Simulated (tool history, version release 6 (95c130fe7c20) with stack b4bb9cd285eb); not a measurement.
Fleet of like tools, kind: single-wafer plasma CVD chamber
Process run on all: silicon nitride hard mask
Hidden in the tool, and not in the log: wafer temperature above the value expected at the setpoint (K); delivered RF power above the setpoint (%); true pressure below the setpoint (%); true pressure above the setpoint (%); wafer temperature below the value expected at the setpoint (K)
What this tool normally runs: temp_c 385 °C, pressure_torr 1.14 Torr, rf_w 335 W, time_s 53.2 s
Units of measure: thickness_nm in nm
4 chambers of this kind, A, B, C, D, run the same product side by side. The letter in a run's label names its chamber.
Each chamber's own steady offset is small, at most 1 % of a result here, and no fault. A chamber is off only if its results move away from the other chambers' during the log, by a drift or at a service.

run,hour,temp_c,pressure_torr,rf_w,time_s,hours since the last thermocouple change,hours since the last RF generator calibration,hours since the last manometer calibration,"read-back reference wafer on the same gauge, thickness_nm",thickness_nm
1D,5.5,385,1.14,335,53.2,498.9,307.9,415.9,70.734,59.722
2B,13.4,385,1.14,335,53.2,591.7,665.6,1306.7,70.851,58.688
3C,17.1,385,1.14,335,53.2,823.4,283.2,805.1,70.798,59.69
# hour 20.9: chamber A: capacitance manometer re-zeroed and calibrated
4A,23.8,385,1.14,335,53.2,381.8,814.7,2.9,70.77,59.185
5A,32,385,1.14,335,53.2,390,822.9,11.1,70.817,59.38
6B,38.4,385,1.14,335,53.2,616.7,690.6,1331.7,70.817,59.186
7D,44.7,385,1.14,335,53.2,538.1,347.1,455.1,70.821,60.157
8C,51,385,1.14,335,53.2,857.3,317.1,839,70.78,59.885
9B,56.2,385,1.14,335,53.2,634.5,708.4,1349.5,70.821,58.691
10A,63.7,385,1.14,335,53.2,421.7,854.6,42.8,70.783,59.491
11D,69.9,385,1.14,335,44.9,563.3,372.3,480.3,70.802,50.676
12C,76.6,385,1.14,335,44.9,882.9,342.7,864.6,70.768,50.308
13D,83.5,385,1.14,335,44.9,576.9,385.9,493.9,70.828,50.493
14C,87.6,385,1.14,335,44.9,893.9,353.7,875.6,70.772,50.844
15A,95.6,385,1.14,335,53.2,453.6,886.5,74.7,70.814,59.622
16B,102.2,385,1.14,335,53.2,680.5,754.4,1395.5,70.793,59.234
17C,110.2,385,1.14,335,53.2,916.5,376.3,898.2,70.751,59.943
18A,115.6,385,1.14,335,53.2,473.6,906.5,94.7,70.798,59.339
19D,123.3,385,1.14,335,53.2,616.7,425.7,533.7,70.804,59.975
20B,130.2,385,1.14,335,53.2,708.5,782.4,1423.5,70.742,59.423
21C,134,385,1.14,335,53.2,940.3,400.1,922,70.822,59.743
22A,137.8,385,1.14,335,53.2,495.8,928.7,116.9,70.739,59.736
23D,141.5,385,1.14,335,53.2,634.9,443.9,551.9,70.782,59.907
24B,145.7,385,1.14,335,60.1,724,797.9,1439,70.785,66.689
25D,152.1,385,1.14,335,60.1,645.5,454.5,562.5,70.757,67.418
26A,156.8,385,1.14,335,60.1,514.8,947.7,135.9,70.75,66.977
27B,164.2,385,1.14,335,60.1,742.5,816.4,1457.5,70.848,66.844
28C,169.7,385,1.14,335,53.2,976,435.8,957.7,70.816,59.564
29A,176.7,385,1.14,335,53.2,534.7,967.6,155.8,70.802,59.384
30D,182.4,385,1.14,335,53.2,675.8,484.8,592.8,70.787,59.522
31C,188.2,385,1.14,335,53.2,994.5,454.3,976.2,70.818,59.915
32B,194.8,385,1.14,335,53.2,773.1,847,1488.1,70.793,58.907
33B,200.4,385,1.14,335,53.2,778.7,852.6,1493.7,70.822,58.982
34D,207.5,385,1.14,335,53.2,700.9,509.9,617.9,70.797,59.864
35C,211.6,385,1.14,335,53.2,1017.9,477.7,999.6,70.779,60.006
36A,217.3,385,1.14,335,53.2,575.3,1008.2,196.4,70.79,59.531
37C,221.1,385,1.14,335,53.2,1027.4,487.2,1009.1,70.794,59.643
38D,228.9,385,1.14,335,53.2,722.3,531.3,639.3,70.785,59.862
39B,232.7,385,1.14,335,53.2,811,884.9,1526,70.812,59.323
40A,240.2,397,1.14,335,63.5,598.2,1031.1,219.3,70.767,70.826
41A,246.7,397,1.14,335,63.5,604.7,1037.6,225.8,70.771,70.503
42D,254.3,397,1.14,335,63.5,747.7,556.7,664.7,70.803,70.982
43B,259.2,397,1.14,335,63.5,837.5,911.4,1552.5,70.774,70.819

The same settings go to every chamber for the next run, one line per chamber below. Forecast the results for each:
44A,265.2,385,1.14,335,53.2,,,,,?
44B,265.2,385,1.14,335,53.2,,,,,?
44C,265.2,385,1.14,335,53.2,,,,,?
44D,265.2,385,1.14,335,53.2,,,,,?

run,thickness_nm
44A,59.584
44B,58.928
44C,60
44D,59.856
